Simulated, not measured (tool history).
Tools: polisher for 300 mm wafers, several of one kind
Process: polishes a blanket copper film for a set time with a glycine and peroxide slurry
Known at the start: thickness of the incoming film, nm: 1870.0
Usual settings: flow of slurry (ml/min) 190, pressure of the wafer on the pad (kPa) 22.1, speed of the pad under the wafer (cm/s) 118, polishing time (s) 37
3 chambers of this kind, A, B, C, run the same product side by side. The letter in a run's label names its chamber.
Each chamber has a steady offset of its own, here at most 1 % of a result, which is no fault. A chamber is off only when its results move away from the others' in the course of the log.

run	day	flow of slurry (ml/min)	pressure of the wafer on the pad (kPa)	speed of the pad under the wafer (cm/s)	polishing time (s)	film removed (Å)
# day 0.142: chamber A: slurry nozzle cleaned
1C	0.612	190	22.1	118	37	2800
2B	0.896	190	22.1	118	37	2779.2
3A	1.367	190	22.1	118	37	2857.3
# day 1.425: chamber A: worn pad replaced by a new one
# day 1.867: chamber B: worn pad replaced by a new one
4A	1.896	190	22.1	118	37	2778.7
5B	2.333	190	22.1	118	37	2697.5
6C	2.783	190	22.1	118	37	2722.8
7A	3.242	190	22.1	118	37	2770.8
8B	3.779	190	22.1	118	37	2786.1
# day 4.167: chamber C: worn pad replaced by a new one
9C	4.379	190	22.1	118	37	2781
10C	4.967	190	22.1	118	37	2721.5
# day 5.054: chamber A: worn pad replaced by a new one
11A	5.329	190	22.1	118	37	2810.5
12B	5.746	190	22.1	118	37	2802.6
13B	6.162	190	24.8	118	37	3126.3
14C	6.592	190	24.8	118	37	3127.8
# day 6.625: chamber B: worn pad replaced by a new one
15A	6.929	190	24.8	118	37	3140.4
16C	7.383	190	26.2	118	37	3235.4
17B	7.938	190	26.2	118	37	3274
# day 8.104: chamber C: worn pad replaced by a new one
18A	8.233	190	26.2	118	37	3268.1
# day 8.454: chamber A: worn pad replaced by a new one
19C	8.7	190	25.5	136	37	3580.4
20B	9.275	190	25.5	136	37	3540.3
21A	9.708	190	25.5	136	37	3586.6

All 3 chambers run these settings next. Forecast each chamber's results:
22A	10.167	190	22.1	118	37	?
22B	10.167	190	22.1	118	37	?
22C	10.167	190	22.1	118	37	?

run	film removed (Å)
22A	2821
22B	2765.5
22C	2748.4
